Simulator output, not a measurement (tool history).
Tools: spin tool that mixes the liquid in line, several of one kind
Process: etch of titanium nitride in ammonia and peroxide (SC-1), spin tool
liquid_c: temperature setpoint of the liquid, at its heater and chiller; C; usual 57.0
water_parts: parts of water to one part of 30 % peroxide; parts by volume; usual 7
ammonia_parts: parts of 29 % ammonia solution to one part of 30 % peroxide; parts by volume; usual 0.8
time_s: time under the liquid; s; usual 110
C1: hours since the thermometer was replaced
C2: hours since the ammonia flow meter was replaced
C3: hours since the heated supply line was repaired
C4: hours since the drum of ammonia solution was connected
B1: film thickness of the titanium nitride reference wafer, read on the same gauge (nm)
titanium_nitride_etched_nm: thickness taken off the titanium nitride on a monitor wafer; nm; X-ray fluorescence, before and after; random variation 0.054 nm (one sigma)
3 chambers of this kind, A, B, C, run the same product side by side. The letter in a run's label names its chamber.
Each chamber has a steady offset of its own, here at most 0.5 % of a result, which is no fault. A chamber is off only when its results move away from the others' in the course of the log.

run 1B hour=5.7 | liquid_c=57.0 water_parts=7 ammonia_parts=0.8 time_s=110 | C1=331.6 C2=243.2 C3=225.9 C4=249.3 | B1=90.012 | titanium_nitride_etched_nm=8.6772
-- hour=7.4 chamber B: new drum of ammonia solution connected
run 2A hour=13.7 | liquid_c=57.0 water_parts=7 ammonia_parts=0.8 time_s=110 | C1=854.6 C2=559.8 C3=598.4 C4=314.7 | B1=89.998 | titanium_nitride_etched_nm=8.6900
run 3C hour=22.3 | liquid_c=57.0 water_parts=7 ammonia_parts=0.8 time_s=110 | C1=586.7 C2=243.9 C3=919.3 C4=117.7 | B1=90.003 | titanium_nitride_etched_nm=8.6865
run 4B hour=28.8 | liquid_c=57.0 water_parts=7 ammonia_parts=0.8 time_s=110 | C1=354.7 C2=266.3 C3=249.0 C4=21.5 | B1=90.003 | titanium_nitride_etched_nm=8.7646
run 5A hour=34.8 | liquid_c=57.0 water_parts=7 ammonia_parts=0.8 time_s=110 | C1=875.7 C2=580.9 C3=619.5 C4=335.8 | B1=90.010 | titanium_nitride_etched_nm=8.6814
run 6C hour=42.4 | liquid_c=49.0 water_parts=8 ammonia_parts=0.8 time_s=110 | C1=606.8 C2=264.0 C3=939.4 C4=137.8 | B1=89.980 | titanium_nitride_etched_nm=4.7859
run 7B hour=46.7 | liquid_c=49.0 water_parts=8 ammonia_parts=0.8 time_s=110 | C1=372.6 C2=284.2 C3=266.9 C4=39.4 | B1=90.016 | titanium_nitride_etched_nm=4.6706
run 8C hour=54.4 | liquid_c=49.0 water_parts=8 ammonia_parts=0.8 time_s=110 | C1=618.8 C2=276.0 C3=951.4 C4=149.8 | B1=90.006 | titanium_nitride_etched_nm=4.7406
run 9A hour=60.7 | liquid_c=57.0 water_parts=7 ammonia_parts=0.8 time_s=110 | C1=901.6 C2=606.8 C3=645.4 C4=361.7 | B1=89.989 | titanium_nitride_etched_nm=8.6617
run 10B hour=70.2 | liquid_c=57.0 water_parts=7 ammonia_parts=0.8 time_s=110 | C1=396.1 C2=307.7 C3=290.4 C4=62.9 | B1=89.975 | titanium_nitride_etched_nm=8.6561
run 11C hour=74.5 | liquid_c=57.0 water_parts=7 ammonia_parts=0.8 time_s=110 | C1=638.9 C2=296.1 C3=971.5 C4=169.9 | B1=89.997 | titanium_nitride_etched_nm=8.7643
run 12A hour=78.7 | liquid_c=57.0 water_parts=7 ammonia_parts=0.8 time_s=110 | C1=919.6 C2=624.8 C3=663.4 C4=379.7 | B1=89.998 | titanium_nitride_etched_nm=8.7745
run 13A hour=87.3 | liquid_c=49.0 water_parts=7 ammonia_parts=0.5 time_s=110 | C1=928.2 C2=633.4 C3=672.0 C4=388.3 | B1=90.030 | titanium_nitride_etched_nm=4.6396
-- hour=87.9 chamber C: thermometer replaced
run 14B hour=92.1 | liquid_c=49.0 water_parts=7 ammonia_parts=0.5 time_s=110 | C1=418.0 C2=329.6 C3=312.3 C4=84.8 | B1=89.992 | titanium_nitride_etched_nm=4.6395
run 15C hour=98.8 | liquid_c=49.0 water_parts=7 ammonia_parts=0.5 time_s=110 | C1=11.0 C2=320.4 C3=995.8 C4=194.2 | B1=90.015 | titanium_nitride_etched_nm=4.6744
run 16C hour=105.4 | liquid_c=57.0 water_parts=7 ammonia_parts=0.8 time_s=110 | C1=17.6 C2=327.0 C3=1002.4 C4=200.8 | B1=89.985 | titanium_nitride_etched_nm=8.6896
-- hour=111.5 chamber A: thermometer replaced
run 17B hour=114.0 | liquid_c=57.0 water_parts=7 ammonia_parts=0.8 time_s=110 | C1=439.9 C2=351.5 C3=334.2 C4=106.7 | B1=89.984 | titanium_nitride_etched_nm=8.6832
run 18A hour=121.9 | liquid_c=57.0 water_parts=7 ammonia_parts=0.8 time_s=110 | C1=10.4 C2=668.0 C3=706.6 C4=422.9 | B1=90.001 | titanium_nitride_etched_nm=8.6832
run 19A hour=127.4 | liquid_c=50.5 water_parts=7 ammonia_parts=0.8 time_s=140 | C1=15.9 C2=673.5 C3=712.1 C4=428.4 | B1=89.995 | titanium_nitride_etched_nm=7.0195
run 20C hour=136.8 | liquid_c=50.5 water_parts=7 ammonia_parts=0.8 time_s=140 | C1=49.0 C2=358.4 C3=1033.8 C4=232.2 | B1=90.002 | titanium_nitride_etched_nm=7.1786
run 21B hour=144.9 | liquid_c=50.5 water_parts=7 ammonia_parts=0.8 time_s=140 | C1=470.8 C2=382.4 C3=365.1 C4=137.6 | B1=90.003 | titanium_nitride_etched_nm=6.9815
run 22C hour=150.3 | liquid_c=57.0 water_parts=7 ammonia_parts=0.8 time_s=110 | C1=62.5 C2=371.9 C3=1047.3 C4=245.7 | B1=90.034 | titanium_nitride_etched_nm=8.7894
run 23B hour=155.3 | liquid_c=57.0 water_parts=7 ammonia_parts=0.8 time_s=110 | C1=481.2 C2=392.8 C3=375.5 C4=148.0 | B1=89.993 | titanium_nitride_etched_nm=8.5402
run 24A hour=160.5 | liquid_c=57.0 water_parts=7 ammonia_parts=0.8 time_s=110 | C1=49.0 C2=706.6 C3=745.2 C4=461.5 | B1=90.003 | titanium_nitride_etched_nm=8.7261
run 25B hour=167.7 | liquid_c=57.0 water_parts=7 ammonia_parts=0.8 time_s=110 | C1=493.6 C2=405.2 C3=387.9 C4=160.4 | B1=90.004 | titanium_nitride_etched_nm=8.5457
run 26C hour=174.9 | liquid_c=57.0 water_parts=7 ammonia_parts=0.8 time_s=110 | C1=87.1 C2=396.5 C3=1071.9 C4=270.3 | B1=89.998 | titanium_nitride_etched_nm=8.7692
run 27A hour=181.1 | liquid_c=57.0 water_parts=7 ammonia_parts=0.8 time_s=110 | C1=69.6 C2=727.2 C3=765.8 C4=482.1 | B1=89.995 | titanium_nitride_etched_nm=8.8081
run 28A hour=189.5 | liquid_c=57.0 water_parts=7 ammonia_parts=0.8 time_s=110 | C1=78.0 C2=735.6 C3=774.2 C4=490.5 | B1=90.018 | titanium_nitride_etched_nm=8.6279
run 29B hour=197.0 | liquid_c=57.0 water_parts=5 ammonia_parts=0.8 time_s=90 | C1=522.9 C2=434.5 C3=417.2 C4=189.7 | B1=89.980 | titanium_nitride_etched_nm=8.0688
run 30C hour=201.6 | liquid_c=57.0 water_parts=5 ammonia_parts=0.8 time_s=90 | C1=113.8 C2=423.2 C3=1098.6 C4=297.0 | B1=89.993 | titanium_nitride_etched_nm=8.2648
run 31B hour=207.8 | liquid_c=57.0 water_parts=5 ammonia_parts=0.8 time_s=90 | C1=533.7 C2=445.3 C3=428.0 C4=200.5 | B1=89.992 | titanium_nitride_etched_nm=8.0745
run 32C hour=213.3 | liquid_c=57.0 water_parts=7 ammonia_parts=0.8 time_s=110 | C1=125.5 C2=434.9 C3=1110.3 C4=308.7 | B1=90.016 | titanium_nitride_etched_nm=8.7329
run 33A hour=220.3 | liquid_c=57.0 water_parts=7 ammonia_parts=0.8 time_s=110 | C1=108.8 C2=766.4 C3=805.0 C4=521.3 | B1=90.010 | titanium_nitride_etched_nm=8.7551
run 34A hour=228.9 | liquid_c=57.0 water_parts=7 ammonia_parts=0.8 time_s=110 | C1=117.4 C2=775.0 C3=813.6 C4=529.9 | B1=90.009 | titanium_nitride_etched_nm=8.6390
run 35C hour=237.7 | liquid_c=57.0 water_parts=7 ammonia_parts=0.8 time_s=110 | C1=149.9 C2=459.3 C3=1134.7 C4=333.1 | B1=89.989 | titanium_nitride_etched_nm=8.7311
run 36B hour=243.9 | liquid_c=57.0 water_parts=7 ammonia_parts=0.8 time_s=55 | C1=569.8 C2=481.4 C3=464.1 C4=236.6 | B1=90.025 | titanium_nitride_etched_nm=4.1771
run 37A hour=248.9 | liquid_c=57.0 water_parts=7 ammonia_parts=0.8 time_s=55 | C1=137.4 C2=795.0 C3=833.6 C4=549.9 | B1=89.985 | titanium_nitride_etched_nm=4.3935
run 38B hour=258.2 | liquid_c=57.0 water_parts=7 ammonia_parts=0.8 time_s=55 | C1=584.1 C2=495.7 C3=478.4 C4=250.9 | B1=89.986 | titanium_nitride_etched_nm=4.1841
run 39C hour=265.6 | liquid_c=57.0 water_parts=7 ammonia_parts=0.8 time_s=110 | C1=177.8 C2=487.2 C3=1162.6 C4=361.0 | B1=89.995 | titanium_nitride_etched_nm=8.7221
run 40B hour=274.0 | liquid_c=57.0 water_parts=7 ammonia_parts=0.8 time_s=110 | C1=599.9 C2=511.5 C3=494.2 C4=266.7 | B1=90.035 | titanium_nitride_etched_nm=8.2216
run 41A hour=278.3 | liquid_c=57.0 water_parts=7 ammonia_parts=0.8 time_s=110 | C1=166.8 C2=824.4 C3=863.0 C4=579.3 | B1=89.998 | titanium_nitride_etched_nm=8.7677
run 42C hour=287.6 | liquid_c=57.0 water_parts=7 ammonia_parts=0.8 time_s=110 | C1=199.8 C2=509.2 C3=1184.6 C4=383.0 | B1=90.026 | titanium_nitride_etched_nm=8.7322
run 43A hour=296.7 | liquid_c=57.0 water_parts=7 ammonia_parts=0.8 time_s=110 | C1=185.2 C2=842.8 C3=881.4 C4=597.7 | B1=89.981 | titanium_nitride_etched_nm=8.6081

Next, every chamber runs the same settings. What will each give?
run 44A hour=303.5 | liquid_c=50.5 water_parts=7 ammonia_parts=0.8 time_s=110 | titanium_nitride_etched_nm=?
run 44B hour=303.5 | liquid_c=50.5 water_parts=7 ammonia_parts=0.8 time_s=110 | titanium_nitride_etched_nm=?
run 44C hour=303.5 | liquid_c=50.5 water_parts=7 ammonia_parts=0.8 time_s=110 | titanium_nitride_etched_nm=?

run=44A titanium_nitride_etched_nm=5.5164
run=44B titanium_nitride_etched_nm=5.2160
run=44C titanium_nitride_etched_nm=5.6753
